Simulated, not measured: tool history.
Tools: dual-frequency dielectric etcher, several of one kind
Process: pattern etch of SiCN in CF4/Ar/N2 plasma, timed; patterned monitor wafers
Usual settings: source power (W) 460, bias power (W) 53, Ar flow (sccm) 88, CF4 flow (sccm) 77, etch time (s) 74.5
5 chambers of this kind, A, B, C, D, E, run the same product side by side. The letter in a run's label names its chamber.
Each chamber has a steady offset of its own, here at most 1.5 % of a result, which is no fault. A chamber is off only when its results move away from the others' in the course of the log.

run,hour,source power (W),bias power (W),Ar flow (sccm),CF4 flow (sccm),etch time (s),"read-back reference wafer on the same gauge, depth_nm",mean etch depth across the wafer (angstrom)
1E,14.2,460,53,88,77,74.5,60.185,612.21
2D,24.8,460,53,88,77,74.5,60.212,611.17
3B,32.4,460,53,88,77,74.5,60.196,608.67
4A,40.4,460,53,88,77,74.5,60.214,602.9
5C,49.9,460,53,88,77,74.5,60.194,607.13
# hour 51.9: chamber B: wet clean of the chamber
6B,59.9,460,53,88,77,74.5,60.213,608.89
7D,72.4,460,53,88,77,74.5,60.229,613.86
8C,81.4,460,53,88,77,74.5,60.158,610.46
9E,91.4,460,53,88,77,74.5,60.173,611.09
10A,100.3,460,53,88,77,74.5,60.189,605.88
11E,112.5,460,53,88,77,74.5,60.195,611.21
# hour 122.9: chamber C: CF4 flow controller replaced
12A,123.8,460,53,88,77,74.5,60.205,606.42
13D,138.9,460,53,88,77,62,60.167,509.29
14B,153.6,460,53,88,77,62,60.206,504.88
15C,166.5,460,53,88,77,62,60.219,510.69
16B,174.4,460,53,88,77,62,60.176,507.05
17A,185.1,460,53,88,77,62,60.246,504.17
18E,196.1,460,53,88,77,74.5,60.213,610.43
19C,206.1,460,53,88,77,74.5,60.179,613.62
20D,215.4,460,53,88,77,74.5,60.191,612.77
21B,227.1,460,53,88,77,74.5,60.214,608.75
22A,237.3,460,53,88,77,74.5,60.205,603.99
23C,251,460,53,88,77,74.5,60.215,615.19
24E,263.3,460,44,88,77,93.5,60.201,723.62
25D,273.3,460,44,88,77,93.5,60.18,727.81
# hour 278.1: chamber E: wet clean of the chamber
26C,287.4,460,44,88,77,93.5,60.211,728.43
# hour 295.7: chamber A: wet clean of the chamber
27B,298.9,460,44,88,77,93.5,60.214,724.35
28D,313,460,44,88,77,93.5,60.214,728.14
29A,321.9,460,53,88,77,74.5,60.186,604.66
30E,329.7,460,53,88,77,74.5,60.187,612.39
31A,344.4,460,53,88,77,74.5,60.223,607.2
32E,356.8,460,53,88,77,74.5,60.238,612.43
33C,369.6,460,53,88,77,74.5,60.202,618.76
# hour 376.4: chamber A: bias power generator calibrated
34B,384,460,53,88,77,74.5,60.201,608.33
35D,390.7,460,53,88,77,74.5,60.228,610.25
36B,398,460,53,88,77,74.5,60.179,607.76
37A,404.8,460,44,88,84,74.5,60.152,578.17
38D,413.3,460,44,88,84,74.5,60.195,587.29
39C,421.7,460,44,88,84,74.5,60.218,591.76
40E,428.7,460,44,88,84,74.5,60.211,585.86
41C,439.8,460,44,88,84,74.5,60.204,594.44
42A,448.8,460,53,88,77,74.5,60.209,603.93
43D,461.6,460,53,88,77,74.5,60.171,610.33

All 5 chambers run these settings next. Forecast each chamber's results:
44A,472.4,380,53,88,77,74.5,,?
44B,472.4,380,53,88,77,74.5,,?
44C,472.4,380,53,88,77,74.5,,?
44D,472.4,380,53,88,77,74.5,,?
44E,472.4,380,53,88,77,74.5,,?

run,mean etch depth across the wafer (angstrom)
44A,511.92
44B,513.59
44C,523.13
44D,514.81
44E,517.06
